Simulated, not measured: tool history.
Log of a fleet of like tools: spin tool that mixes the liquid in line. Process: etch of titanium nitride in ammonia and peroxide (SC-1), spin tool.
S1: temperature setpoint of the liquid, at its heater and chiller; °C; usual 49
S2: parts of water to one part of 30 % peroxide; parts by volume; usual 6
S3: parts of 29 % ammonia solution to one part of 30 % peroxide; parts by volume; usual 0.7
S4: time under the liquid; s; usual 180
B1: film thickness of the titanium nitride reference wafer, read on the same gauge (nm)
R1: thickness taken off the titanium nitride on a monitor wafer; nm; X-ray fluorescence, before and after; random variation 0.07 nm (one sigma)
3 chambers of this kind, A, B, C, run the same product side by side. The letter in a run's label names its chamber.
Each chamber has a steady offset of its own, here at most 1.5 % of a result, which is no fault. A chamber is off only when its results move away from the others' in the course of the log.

run	day	S1	S2	S3	S4	B1	R1
# day 0.125: chamber C: ammonia flow meter replaced
1C	0.612	49	6	0.7	180	79.985	15.316
2A	0.950	49	6	0.7	180	79.989	15.473
3B	1.604	49	6	0.7	180	79.977	15.257
4B	1.950	49	6	0.7	180	80.016	15.134
5C	2.554	49	6	0.7	180	80.024	15.406
6A	3.225	49	6	0.7	180	79.990	15.551
7A	3.554	49	6	0.7	180	80.008	15.479
# day 3.846: chamber B: new drum of ammonia solution connected
8C	4.179	49	6	0.7	180	80.031	15.268
9B	4.717	49	6	0.7	180	80.005	15.116
10B	5.171	54	6	0.7	180	79.980	21.201
11C	5.662	54	6	0.7	180	80.038	21.852
12A	6.233	54	6	0.7	180	79.971	21.855
13C	6.742	49	6	0.7	180	79.965	15.348
# day 7.325: chamber A: thermometer replaced
14B	7.408	49	6	0.7	180	79.986	14.823
15A	7.725	49	6	0.7	180	79.982	15.509
16C	8.083	49	6	0.7	180	80.007	15.420
17B	8.604	49	6	0.7	180	80.018	14.946
18A	9.046	49	6	0.7	180	80.033	15.542
19B	9.658	49	6	0.7	180	79.999	14.875
20C	10.075	49	6	0.7	180	80.039	15.433
21A	10.662	44	6	0.9	180	80.000	11.297
22B	11.146	44	6	0.9	180	79.997	10.818
23C	11.792	44	6	0.9	180	80.018	11.200
24A	12.250	49	6	0.7	265	80.029	22.850
25A	12.792	49	6	0.7	265	80.003	22.649
26C	13.308	49	6	0.7	265	80.015	22.630
27B	13.762	49	6	0.7	180	79.983	14.811
28A	14.454	49	6	0.7	180	80.020	15.579
29C	14.788	49	6	0.7	180	80.018	15.410
30B	15.342	49	6	0.7	180	79.983	14.646

Next, every chamber runs the same settings. What will each give?
31A	15.838	49	6	0.7	180		?
31B	15.838	49	6	0.7	180		?
31C	15.838	49	6	0.7	180		?

run	R1
31A	15.549
31B	14.616
31C	15.382
